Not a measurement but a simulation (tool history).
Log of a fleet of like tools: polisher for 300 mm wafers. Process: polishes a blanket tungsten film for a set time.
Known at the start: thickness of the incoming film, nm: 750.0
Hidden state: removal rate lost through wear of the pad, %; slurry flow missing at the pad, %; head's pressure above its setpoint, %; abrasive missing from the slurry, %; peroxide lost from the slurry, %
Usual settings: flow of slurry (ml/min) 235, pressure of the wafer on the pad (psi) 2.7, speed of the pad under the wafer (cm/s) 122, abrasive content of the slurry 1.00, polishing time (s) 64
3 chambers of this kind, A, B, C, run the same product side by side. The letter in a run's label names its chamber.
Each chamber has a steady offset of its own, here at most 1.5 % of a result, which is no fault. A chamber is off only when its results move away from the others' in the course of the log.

run	hour	flow of slurry (ml/min)	pressure of the wafer on the pad (psi)	speed of the pad under the wafer (cm/s)	abrasive content of the slurry	polishing time (s)	wafers polished on this pad	hours since the slurry nozzle was cleaned	hours since the head pressure was calibrated	hours since the slurry blender was calibrated	hours since the slurry got fresh peroxide	film removed (nm)
# hour 1.8: chamber B: slurry nozzle cleaned
1C	6.7	235	2.7	122	1.00	64	245	160.7	91.7	68.1	29.7	218.44
2A	13.1	235	2.7	122	1.00	64	356	614.1	104.5	284.4	71.0	215.82
3B	17.2	235	2.7	122	1.00	64	591	15.4	167.1	181.3	59.0	214.23
4B	23.8	235	2.7	122	1.00	64	662	22.0	173.7	187.9	65.6	212.71
5A	28.0	235	2.7	122	1.00	64	516	629.0	119.4	299.3	85.9	214.18
# hour 29.0: chamber C: worn pad replaced by a new one
6C	34.6	235	2.7	122	1.00	64	60	188.6	119.6	96.0	57.6	215.39
# hour 36.3: chamber B: slurry tank refilled with fresh slurry and peroxide
# hour 37.0: chamber A: worn pad replaced by a new one
7B	39.1	235	2.7	122	1.00	64	826	37.3	189.0	203.2	2.9	212.16
8A	44.3	235	2.7	122	1.00	64	79	645.3	135.7	315.6	102.2	213.37
# hour 47.5: chamber C: slurry tank refilled with fresh slurry and peroxide
9C	51.2	195	2.7	144	1.00	64	238	205.2	136.2	112.6	3.8	244.53
10B	57.0	195	2.7	144	1.00	64	1019	55.2	206.9	221.1	20.8	251.82
11A	63.3	195	2.7	144	1.00	64	283	664.3	154.7	334.6	121.2	235.84
12C	66.5	235	2.4	122	0.85	64	402	220.5	151.5	127.9	19.1	185.03
13A	70.2	235	2.4	122	0.85	64	357	671.2	161.6	341.5	128.1	177.24
# hour 71.3: chamber B: worn pad replaced by a new one
# hour 72.0: chamber A: slurry tank refilled with fresh slurry and peroxide
# hour 73.5: chamber C: worn pad replaced by a new one
14B	74.3	235	2.4	122	0.85	64	33	72.5	224.2	238.4	38.1	184.85
15C	77.5	235	2.7	122	1.00	64	43	231.5	162.5	138.9	30.1	218.67
# hour 81.6: chamber A: worn pad replaced by a new one
16C	84.1	235	2.7	122	1.00	64	114	238.1	169.1	145.5	36.7	217.20
17A	88.4	235	2.7	122	1.00	64	73	689.4	179.8	359.7	16.5	201.74
18B	93.0	235	2.7	122	1.00	64	233	91.2	242.9	257.1	56.8	213.74
19B	99.3	235	2.7	122	1.00	64	301	97.5	249.2	263.4	63.1	211.47
20C	103.0	235	2.7	122	1.00	64	317	257.0	188.0	164.4	55.6	212.28
21A	109.6	235	2.7	122	1.00	64	300	710.6	201.0	380.9	37.7	196.99
# hour 115.0: chamber B: slurry tank refilled with fresh slurry and peroxide
22A	115.0	235	2.7	122	1.00	64	358	716.0	206.4	386.3	43.1	193.06
23B	118.8	235	2.7	122	1.00	64	510	117.0	268.7	282.9	3.8	214.80

Next, every chamber runs the same settings. What will each give?
24A	123.9	235	2.7	122	0.90	64						?
24B	123.9	235	2.7	122	0.90	64						?
24C	123.9	235	2.7	122	0.90	64						?

run	film removed (nm)
24A	190.77
24B	207.76
24C	208.45
